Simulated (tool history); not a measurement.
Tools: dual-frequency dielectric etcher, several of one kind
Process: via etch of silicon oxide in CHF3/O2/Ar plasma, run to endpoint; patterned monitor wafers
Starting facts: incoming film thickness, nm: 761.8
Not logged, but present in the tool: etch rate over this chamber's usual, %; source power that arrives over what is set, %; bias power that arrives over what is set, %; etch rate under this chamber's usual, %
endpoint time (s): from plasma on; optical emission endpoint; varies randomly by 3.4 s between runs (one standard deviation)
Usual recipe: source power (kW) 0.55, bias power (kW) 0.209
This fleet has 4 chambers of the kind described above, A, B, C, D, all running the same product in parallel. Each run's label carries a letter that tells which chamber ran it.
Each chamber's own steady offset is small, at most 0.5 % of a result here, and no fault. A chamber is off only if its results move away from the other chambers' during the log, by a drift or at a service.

| run | day | source power (kW) | bias power (kW) | hours since the last wet clean | hours since the last source power generator calibration | hours since the last bias power generator calibration | endpoint time (s) |
|---|---|---|---|---|---|---|---|
| 1B | 0.333 | 0.55 | 0.209 | 359.9 | 3070.2 | 64 | 379.55 |
| 2A | 0.571 | 0.55 | 0.209 | 166.3 | 1804.7 | 3642.3 | 377.19 |
|  | 0.629 | chamber B: source power generator calibrated |
| 3C | 0.929 | 0.55 | 0.209 | 55.4 | 3772.6 | 957.6 | 377.31 |
| 4D | 1.238 | 0.55 | 0.209 | 375.4 | 1701.9 | 1705.8 | 384.62 |
| 5C | 1.6 | 0.55 | 0.209 | 71.5 | 3788.7 | 973.7 | 381.55 |
| 6D | 1.988 | 0.55 | 0.209 | 393.4 | 1719.9 | 1723.8 | 375.77 |
|  | 2.275 | chamber D: wet clean of the chamber |
| 7B | 2.275 | 0.55 | 0.209 | 406.5 | 39.5 | 110.6 | 382.22 |
| 8A | 2.638 | 0.55 | 0.209 | 215.9 | 1854.3 | 3691.9 | 373.74 |
| 9C | 2.967 | 0.55 | 0.209 | 104.3 | 3821.5 | 1006.5 | 376.89 |
| 10B | 3.467 | 0.46 | 0.229 | 435.1 | 68.1 | 139.2 | 389.72 |
| 11A | 3.929 | 0.46 | 0.229 | 246.9 | 1885.3 | 3722.9 | 393.28 |
| 12D | 4.333 | 0.46 | 0.229 | 49.4 | 1776.2 | 1780.1 | 398.53 |
| 13A | 4.633 | 0.46 | 0.229 | 263.8 | 1902.2 | 3739.8 | 384.06 |
|  | 4.925 | chamber A: source power generator calibrated |
| 14D | 4.958 | 0.55 | 0.209 | 64.4 | 1791.2 | 1795.1 | 379.5 |
| 15C | 5.283 | 0.55 | 0.209 | 159.9 | 3877.1 | 1062.1 | 379.31 |
| 16B | 5.779 | 0.55 | 0.209 | 490.6 | 123.6 | 194.7 | 375.83 |
|  | 5.996 | chamber B: wet clean of the chamber |
| 17C | 6.05 | 0.55 | 0.209 | 178.3 | 3895.5 | 1080.5 | 384.05 |
| 18B | 6.35 | 0.55 | 0.209 | 8.5 | 137.3 | 208.4 | 379.47 |
| 19A | 6.767 | 0.55 | 0.209 | 315 | 44.3 | 3791 | 378.39 |
| 20D | 7.121 | 0.55 | 0.209 | 116.3 | 1843.1 | 1847 | 377.64 |
| 21C | 7.567 | 0.55 | 0.209 | 214.7 | 3931.9 | 1116.9 | 375.71 |
| 22D | 7.962 | 0.55 | 0.209 | 136.5 | 1863.3 | 1867.2 | 375.28 |
| 23A | 8.2 | 0.55 | 0.209 | 349.4 | 78.7 | 3825.4 | 377.28 |
| 24B | 8.658 | 0.55 | 0.209 | 63.9 | 192.7 | 263.8 | 378.77 |
|  | 9.067 | chamber D: source power generator calibrated |
| 25A | 9.146 | 0.55 | 0.209 | 372.1 | 101.4 | 3848.1 | 378.46 |
| 26C | 9.567 | 0.55 | 0.209 | 262.7 | 3979.9 | 1164.9 | 373.76 |
| 27D | 10.042 | 0.55 | 0.209 | 186.4 | 23.5 | 1917.1 | 378.91 |
| 28B | 10.3 | 0.55 | 0.209 | 103.3 | 232.1 | 303.2 | 384.68 |
| 29C | 10.592 | 0.55 | 0.209 | 287.3 | 4004.5 | 1189.5 | 378.62 |
| 30D | 10.979 | 0.55 | 0.209 | 208.9 | 46 | 1939.6 | 377.45 |
| 31B | 11.512 | 0.55 | 0.209 | 132.4 | 261.2 | 332.3 | 371.47 |
| 32A | 11.971 | 0.55 | 0.209 | 439.9 | 169.2 | 3915.9 | 382.18 |
| 33B | 12.292 | 0.55 | 0.209 | 151.1 | 279.9 | 351 | 379.84 |
| 34C | 12.646 | 0.67 | 0.164 | 336.6 | 4053.8 | 1238.8 | 375.61 |
| 35D | 12.896 | 0.67 | 0.164 | 254.9 | 92 | 1985.6 | 381.74 |

All chambers now run identical settings, listed one chamber a line with results as question marks. What results will each chamber show?
| 36A | 13.279 | 0.55 | 0.185 |  |  |  | ? |
| 36B | 13.279 | 0.55 | 0.185 |  |  |  | ? |
| 36C | 13.279 | 0.55 | 0.185 |  |  |  | ? |
| 36D | 13.279 | 0.55 | 0.185 |  |  |  | ? |

| run | endpoint time (s) |
|---|---|
| 36A | 388.73 |
| 36B | 399.02 |
| 36C | 395.41 |
| 36D | 392.38 |
